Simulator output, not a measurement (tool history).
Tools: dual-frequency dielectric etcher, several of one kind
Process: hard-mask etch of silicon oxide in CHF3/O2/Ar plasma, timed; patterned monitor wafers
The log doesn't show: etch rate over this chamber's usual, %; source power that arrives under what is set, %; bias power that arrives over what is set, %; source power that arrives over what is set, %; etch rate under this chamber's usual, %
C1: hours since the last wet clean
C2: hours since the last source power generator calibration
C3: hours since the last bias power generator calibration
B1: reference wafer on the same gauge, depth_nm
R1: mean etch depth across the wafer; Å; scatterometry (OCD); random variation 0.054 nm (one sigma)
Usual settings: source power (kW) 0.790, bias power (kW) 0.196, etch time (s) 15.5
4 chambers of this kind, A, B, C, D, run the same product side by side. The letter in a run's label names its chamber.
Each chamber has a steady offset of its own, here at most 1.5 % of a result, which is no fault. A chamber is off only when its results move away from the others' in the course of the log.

{"run": "1D", "hour": 12.2, "source power (kW)": 0.79, "bias power (kW)": 0.196, "etch time (s)": 15.5, "C1": 476.1, "C2": 3210.8, "C3": 957.2, "B1": 37.33, "R1": 351.2}
{"run": "2B", "hour": 19.1, "source power (kW)": 0.79, "bias power (kW)": 0.196, "etch time (s)": 15.5, "C1": 232.1, "C2": 1521.0, "C3": 3896.7, "B1": 37.315, "R1": 353.39}
{"hour": 26.2, "done": "chamber A: wet clean of the chamber"}
{"run": "3A", "hour": 29.1, "source power (kW)": 0.79, "bias power (kW)": 0.196, "etch time (s)": 15.5, "C1": 3.0, "C2": 1185.0, "C3": 293.8, "B1": 37.317, "R1": 349.11}
{"hour": 33.6, "done": "chamber D: wet clean of the chamber"}
{"run": "4C", "hour": 40.4, "source power (kW)": 0.79, "bias power (kW)": 0.196, "etch time (s)": 15.5, "C1": 142.7, "C2": 1529.8, "C3": 2544.0, "B1": 37.346, "R1": 352.39}
{"run": "5B", "hour": 52.6, "source power (kW)": 0.79, "bias power (kW)": 0.196, "etch time (s)": 15.5, "C1": 265.6, "C2": 1554.5, "C3": 3930.2, "B1": 37.338, "R1": 354.13}
{"run": "6C", "hour": 61.0, "source power (kW)": 0.79, "bias power (kW)": 0.196, "etch time (s)": 15.5, "C1": 163.3, "C2": 1550.4, "C3": 2564.6, "B1": 37.343, "R1": 352.12}
{"run": "7A", "hour": 74.1, "source power (kW)": 0.79, "bias power (kW)": 0.196, "etch time (s)": 15.5, "C1": 48.0, "C2": 1230.0, "C3": 338.8, "B1": 37.346, "R1": 348.34}
{"run": "8D", "hour": 85.7, "source power (kW)": 0.79, "bias power (kW)": 0.196, "etch time (s)": 15.5, "C1": 52.2, "C2": 3284.3, "C3": 1030.7, "B1": 37.353, "R1": 351.69}
{"run": "9A", "hour": 92.5, "source power (kW)": 0.79, "bias power (kW)": 0.196, "etch time (s)": 15.5, "C1": 66.4, "C2": 1248.4, "C3": 357.2, "B1": 37.352, "R1": 349.32}
{"hour": 101.6, "done": "chamber B: wet clean of the chamber"}
{"run": "10C", "hour": 101.9, "source power (kW)": 0.79, "bias power (kW)": 0.196, "etch time (s)": 15.5, "C1": 204.2, "C2": 1591.3, "C3": 2605.5, "B1": 37.365, "R1": 351.75}
{"run": "11D", "hour": 110.3, "source power (kW)": 0.79, "bias power (kW)": 0.196, "etch time (s)": 15.5, "C1": 76.8, "C2": 3308.9, "C3": 1055.3, "B1": 37.371, "R1": 352.05}
{"run": "12B", "hour": 118.9, "source power (kW)": 0.64, "bias power (kW)": 0.232, "etch time (s)": 15.5, "C1": 17.4, "C2": 1620.8, "C3": 3996.5, "B1": 37.384, "R1": 345.96}
{"run": "13C", "hour": 131.8, "source power (kW)": 0.64, "bias power (kW)": 0.232, "etch time (s)": 15.5, "C1": 234.1, "C2": 1621.2, "C3": 2635.4, "B1": 37.397, "R1": 344.2}
{"run": "14D", "hour": 141.3, "source power (kW)": 0.64, "bias power (kW)": 0.232, "etch time (s)": 15.5, "C1": 107.8, "C2": 3339.9, "C3": 1086.3, "B1": 37.398, "R1": 344.99}
{"run": "15A", "hour": 148.5, "source power (kW)": 0.64, "bias power (kW)": 0.232, "etch time (s)": 15.5, "C1": 122.4, "C2": 1304.4, "C3": 413.2, "B1": 37.396, "R1": 342.08}
{"run": "16B", "hour": 156.5, "source power (kW)": 0.79, "bias power (kW)": 0.196, "etch time (s)": 15.5, "C1": 55.0, "C2": 1658.4, "C3": 4034.1, "B1": 37.411, "R1": 354.82}
{"run": "17A", "hour": 169.8, "source power (kW)": 0.79, "bias power (kW)": 0.196, "etch time (s)": 15.5, "C1": 143.7, "C2": 1325.7, "C3": 434.5, "B1": 37.42, "R1": 349.52}
{"run": "18C", "hour": 177.1, "source power (kW)": 0.79, "bias power (kW)": 0.178, "etch time (s)": 11.0, "C1": 279.4, "C2": 1666.5, "C3": 2680.7, "B1": 37.417, "R1": 242.77}
{"run": "19B", "hour": 187.7, "source power (kW)": 0.79, "bias power (kW)": 0.178, "etch time (s)": 11.0, "C1": 86.2, "C2": 1689.6, "C3": 4065.3, "B1": 37.438, "R1": 243.59}
{"hour": 197.0, "done": "chamber B: bias power generator calibrated"}
{"run": "20D", "hour": 200.2, "source power (kW)": 0.79, "bias power (kW)": 0.178, "etch time (s)": 11.0, "C1": 166.7, "C2": 3398.8, "C3": 1145.2, "B1": 37.448, "R1": 242.52}
{"run": "21C", "hour": 206.6, "source power (kW)": 0.79, "bias power (kW)": 0.178, "etch time (s)": 11.0, "C1": 308.9, "C2": 1696.0, "C3": 2710.2, "B1": 37.431, "R1": 243.02}
{"hour": 210.7, "done": "chamber C: wet clean of the chamber"}
{"run": "22B", "hour": 216.3, "source power (kW)": 0.79, "bias power (kW)": 0.196, "etch time (s)": 15.5, "C1": 114.8, "C2": 1718.2, "C3": 19.4, "B1": 37.45, "R1": 355.5}
{"run": "23D", "hour": 228.5, "source power (kW)": 0.79, "bias power (kW)": 0.196, "etch time (s)": 15.5, "C1": 195.0, "C2": 3427.1, "C3": 1173.5, "B1": 37.431, "R1": 352.9}
{"run": "24A", "hour": 239.2, "source power (kW)": 0.79, "bias power (kW)": 0.196, "etch time (s)": 15.5, "C1": 213.1, "C2": 1395.1, "C3": 503.9, "B1": 37.472, "R1": 350.94}
{"run": "25C", "hour": 250.0, "source power (kW)": 0.79, "bias power (kW)": 0.196, "etch time (s)": 15.5, "C1": 39.4, "C2": 1739.4, "C3": 2753.6, "B1": 37.473, "R1": 354.46}
{"run": "26A", "hour": 263.1, "source power (kW)": 0.79, "bias power (kW)": 0.196, "etch time (s)": 15.5, "C1": 237.0, "C2": 1419.0, "C3": 527.8, "B1": 37.479, "R1": 350.67}
{"run": "27D", "hour": 275.1, "source power (kW)": 0.79, "bias power (kW)": 0.196, "etch time (s)": 15.5, "C1": 241.6, "C2": 3473.7, "C3": 1220.1, "B1": 37.475, "R1": 352.48}
{"run": "28B", "hour": 287.9, "source power (kW)": 0.79, "bias power (kW)": 0.196, "etch time (s)": 15.5, "C1": 186.4, "C2": 1789.8, "C3": 91.0, "B1": 37.496, "R1": 354.99}
{"run": "29A", "hour": 301.6, "source power (kW)": 0.79, "bias power (kW)": 0.196, "etch time (s)": 15.5, "C1": 275.5, "C2": 1457.5, "C3": 566.3, "B1": 37.499, "R1": 350.31}
{"hour": 305.1, "done": "chamber B: source power generator calibrated"}
{"run": "30B", "hour": 314.0, "source power (kW)": 0.79, "bias power (kW)": 0.196, "etch time (s)": 15.5, "C1": 212.5, "C2": 8.9, "C3": 117.1, "B1": 37.53, "R1": 356.46}
{"run": "31C", "hour": 322.9, "source power (kW)": 0.79, "bias power (kW)": 0.196, "etch time (s)": 15.5, "C1": 112.3, "C2": 1812.3, "C3": 2826.5, "B1": 37.515, "R1": 354.66}
{"run": "32D", "hour": 333.1, "source power (kW)": 0.79, "bias power (kW)": 0.196, "etch time (s)": 15.5, "C1": 299.6, "C2": 3531.7, "C3": 1278.1, "B1": 37.536, "R1": 354.2}

Next, every chamber runs the same settings. What will each give?
{"run": "33A", "hour": 343.4, "source power (kW)": 0.79, "bias power (kW)": 0.196, "etch time (s)": 15.5, "R1": "?"}
{"run": "33B", "hour": 343.4, "source power (kW)": 0.79, "bias power (kW)": 0.196, "etch time (s)": 15.5, "R1": "?"}
{"run": "33C", "hour": 343.4, "source power (kW)": 0.79, "bias power (kW)": 0.196, "etch time (s)": 15.5, "R1": "?"}
{"run": "33D", "hour": 343.4, "source power (kW)": 0.79, "bias power (kW)": 0.196, "etch time (s)": 15.5, "R1": "?"}

run=33A R1=350.76
run=33B R1=357.03
run=33C R1=353.48
run=33D R1=354.02
